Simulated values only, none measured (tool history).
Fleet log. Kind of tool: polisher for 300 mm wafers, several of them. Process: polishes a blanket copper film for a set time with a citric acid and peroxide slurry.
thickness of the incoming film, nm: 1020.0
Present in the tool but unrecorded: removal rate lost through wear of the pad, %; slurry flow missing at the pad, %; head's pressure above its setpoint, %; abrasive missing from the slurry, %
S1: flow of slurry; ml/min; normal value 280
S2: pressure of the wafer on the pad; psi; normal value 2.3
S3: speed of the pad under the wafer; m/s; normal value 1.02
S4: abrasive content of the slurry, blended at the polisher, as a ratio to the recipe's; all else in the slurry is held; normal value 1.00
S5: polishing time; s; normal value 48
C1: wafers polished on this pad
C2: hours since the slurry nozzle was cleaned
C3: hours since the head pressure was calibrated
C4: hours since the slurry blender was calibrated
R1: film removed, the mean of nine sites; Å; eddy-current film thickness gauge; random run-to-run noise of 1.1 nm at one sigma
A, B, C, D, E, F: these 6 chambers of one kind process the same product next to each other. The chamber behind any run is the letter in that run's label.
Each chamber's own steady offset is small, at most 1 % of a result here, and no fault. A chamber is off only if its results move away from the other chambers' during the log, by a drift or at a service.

run 1D hour=6.0 | S1=280 S2=2.3 S3=1.02 S4=1.00 S5=48 | C1=245 C2=198.2 C3=799.2 C4=258.0 | R1=729.93
-- hour=6.6 chamber D: head pressure recalibrated
run 2E hour=11.8 | S1=280 S2=2.3 S3=1.02 S4=1.00 S5=48 | C1=627 C2=102.5 C3=714.2 C4=176.2 | R1=755.21
run 3F hour=15.0 | S1=280 S2=2.3 S3=1.02 S4=1.00 S5=48 | C1=243 C2=100.0 C3=308.7 C4=169.9 | R1=733.13
-- hour=17.3 chamber E: worn pad replaced by a new one
run 4B hour=19.7 | S1=280 S2=2.3 S3=1.02 S4=1.00 S5=48 | C1=881 C2=89.0 C3=149.7 C4=67.3 | R1=733.67
-- hour=20.7 chamber A: worn pad replaced by a new one
run 5A hour=22.5 | S1=280 S2=2.3 S3=1.02 S4=1.00 S5=48 | C1=16 C2=492.9 C3=42.6 C4=172.5 | R1=736.62
run 6C hour=27.3 | S1=280 S2=2.3 S3=1.02 S4=1.00 S5=48 | C1=709 C2=73.5 C3=85.1 C4=146.5 | R1=753.29
run 7D hour=33.1 | S1=280 S2=2.3 S3=1.02 S4=1.00 S5=48 | C1=487 C2=225.3 C3=26.6 C4=285.1 | R1=717.32
-- hour=34.9 chamber D: slurry blender recalibrated
-- hour=37.2 chamber F: slurry blender recalibrated
run 8B hour=37.3 | S1=280 S2=2.3 S3=1.02 S4=1.00 S5=48 | C1=1038 C2=106.6 C3=167.3 C4=84.9 | R1=744.12
run 9C hour=40.9 | S1=280 S2=2.3 S3=1.02 S4=1.00 S5=48 | C1=830 C2=87.1 C3=98.7 C4=160.1 | R1=753.96
run 10E hour=43.9 | S1=280 S2=2.3 S3=1.02 S4=1.00 S5=48 | C1=237 C2=134.6 C3=746.3 C4=208.3 | R1=769.09
run 11F hour=47.8 | S1=280 S2=2.3 S3=1.02 S4=1.00 S5=48 | C1=536 C2=132.8 C3=341.5 C4=10.7 | R1=746.49
run 12A hour=52.3 | S1=280 S2=2.3 S3=1.02 S4=1.00 S5=48 | C1=283 C2=522.7 C3=72.4 C4=202.3 | R1=726.66
run 13B hour=57.4 | S1=280 S2=2.3 S3=1.02 S4=1.00 S5=48 | C1=1218 C2=126.7 C3=187.4 C4=105.0 | R1=737.85
-- hour=61.5 chamber D: worn pad replaced by a new one
run 14E hour=62.5 | S1=280 S2=2.3 S3=1.02 S4=1.00 S5=48 | C1=403 C2=153.2 C3=764.9 C4=226.9 | R1=772.10
run 15C hour=66.3 | S1=280 S2=2.3 S3=1.02 S4=1.00 S5=48 | C1=1057 C2=112.5 C3=124.1 C4=185.5 | R1=732.45
-- hour=66.9 chamber B: worn pad replaced by a new one
run 16A hour=71.2 | S1=280 S2=2.3 S3=1.02 S4=1.00 S5=48 | C1=451 C2=541.6 C3=91.3 C4=221.2 | R1=740.74
run 17F hour=77.1 | S1=280 S2=2.3 S3=1.02 S4=1.00 S5=48 | C1=798 C2=162.1 C3=370.8 C4=40.0 | R1=755.34
run 18D hour=80.7 | S1=280 S2=2.3 S3=1.02 S4=1.00 S5=48 | C1=171 C2=272.9 C3=74.2 C4=45.8 | R1=734.24
-- hour=83.7 chamber C: worn pad replaced by a new one
run 19E hour=84.9 | S1=280 S2=2.3 S3=1.24 S4=1.00 S5=34 | C1=603 C2=175.6 C3=787.3 C4=249.3 | R1=650.78
run 20F hour=90.8 | S1=280 S2=2.3 S3=1.24 S4=1.00 S5=34 | C1=920 C2=175.8 C3=384.5 C4=53.7 | R1=661.72
run 21D hour=96.7 | S1=280 S2=2.3 S3=1.24 S4=1.00 S5=34 | C1=314 C2=288.9 C3=90.2 C4=61.8 | R1=618.75
-- hour=99.3 chamber E: worn pad replaced by a new one
run 22A hour=101.5 | S1=280 S2=2.3 S3=1.24 S4=1.00 S5=34 | C1=722 C2=571.9 C3=121.6 C4=251.5 | R1=630.08
run 23C hour=107.3 | S1=280 S2=2.3 S3=1.24 S4=1.00 S5=34 | C1=211 C2=153.5 C3=165.1 C4=226.5 | R1=635.16
run 24B hour=111.1 | S1=280 S2=2.3 S3=1.24 S4=1.00 S5=34 | C1=395 C2=180.4 C3=241.1 C4=158.7 | R1=631.21
run 25D hour=115.5 | S1=280 S2=2.3 S3=1.02 S4=1.00 S5=48 | C1=482 C2=307.7 C3=109.0 C4=80.6 | R1=746.18
-- hour=115.6 chamber F: worn pad replaced by a new one
run 26A hour=118.3 | S1=280 S2=2.3 S3=1.02 S4=1.00 S5=48 | C1=872 C2=588.7 C3=138.4 C4=268.3 | R1=712.57
-- hour=118.9 chamber A: slurry blender recalibrated
run 27C hour=121.4 | S1=280 S2=2.3 S3=1.02 S4=1.00 S5=48 | C1=337 C2=167.6 C3=179.2 C4=240.6 | R1=746.32
run 28E hour=126.8 | S1=280 S2=2.3 S3=1.02 S4=1.00 S5=48 | C1=246 C2=217.5 C3=829.2 C4=291.2 | R1=797.76
-- hour=127.4 chamber E: slurry nozzle cleaned
run 29B hour=130.4 | S1=280 S2=2.3 S3=1.02 S4=1.00 S5=48 | C1=567 C2=199.7 C3=260.4 C4=178.0 | R1=739.05
run 30F hour=133.8 | S1=280 S2=2.3 S3=1.02 S4=1.00 S5=48 | C1=162 C2=218.8 C3=427.5 C4=96.7 | R1=749.43
run 31C hour=139.7 | S1=280 S2=2.3 S3=1.02 S4=1.00 S5=48 | C1=500 C2=185.9 C3=197.5 C4=258.9 | R1=735.38
run 32D hour=142.6 | S1=280 S2=2.3 S3=1.02 S4=1.00 S5=48 | C1=724 C2=334.8 C3=136.1 C4=107.7 | R1=730.60
-- hour=146.5 chamber A: worn pad replaced by a new one
run 33B hour=146.5 | S1=280 S2=2.3 S3=1.02 S4=1.00 S5=48 | C1=711 C2=215.8 C3=276.5 C4=194.1 | R1=753.50
run 34E hour=149.3 | S1=280 S2=2.3 S3=1.02 S4=1.00 S5=48 | C1=447 C2=21.9 C3=851.7 C4=313.7 | R1=789.98
run 35F hour=155.2 | S1=280 S2=2.3 S3=1.02 S4=1.00 S5=48 | C1=354 C2=240.2 C3=448.9 C4=118.1 | R1=754.81
run 36A hour=160.0 | S1=280 S2=2.3 S3=1.02 S4=1.00 S5=48 | C1=121 C2=630.4 C3=180.1 C4=41.1 | R1=741.24
run 37A hour=164.2 | S1=280 S2=2.3 S3=1.02 S4=1.00 S5=48 | C1=158 C2=634.6 C3=184.3 C4=45.3 | R1=733.67
run 38B hour=168.3 | S1=280 S2=2.3 S3=1.02 S4=1.00 S5=48 | C1=906 C2=237.6 C3=298.3 C4=215.9 | R1=732.70

What goes on in this fleet: one chamber off, a drifting gauge, or nothing beyond the chambers' own small offsets? Name the chamber and the cause, if any.

One chamber, E, drifts off from the rest bit by bit.
Most likely cause: head's pressure above its setpoint, % = 10.9.

Below are 4 candidate recipes for chamber E's next run, each the usual settings with a change, their results shown as question marks. Which of them brings E's results back in line with what the other chambers give on the usual settings?
Allowed miss from the other chambers' usual-settings mean, per result, to count as in line: R1 37.00 Å
run 39E-1 hour=172.8 | S1=280 S2=2.3 S3=1.02 S4=0.60 S5=48 | R1=?
run 39E-2 hour=172.8 | S1=280 S2=2.3 S3=1.02 S4=1.00 S5=39 | R1=?
run 39E-3 hour=172.8 | S1=280 S2=2.4 S3=1.06 S4=1.00 S5=50 | R1=?
run 39E-4 hour=172.8 | S1=280 S2=2.5 S3=1.10 S4=1.00 S5=52 | R1=?

On the usual settings, the other chambers give on average: R1 739.68 Å
run=39E-1 R1=747.77
run=39E-2 R1=676.23
run=39E-3 R1=937.35
run=39E-4 R1=1051.00
With 39E-1, the chamber falls back in line with the rest.
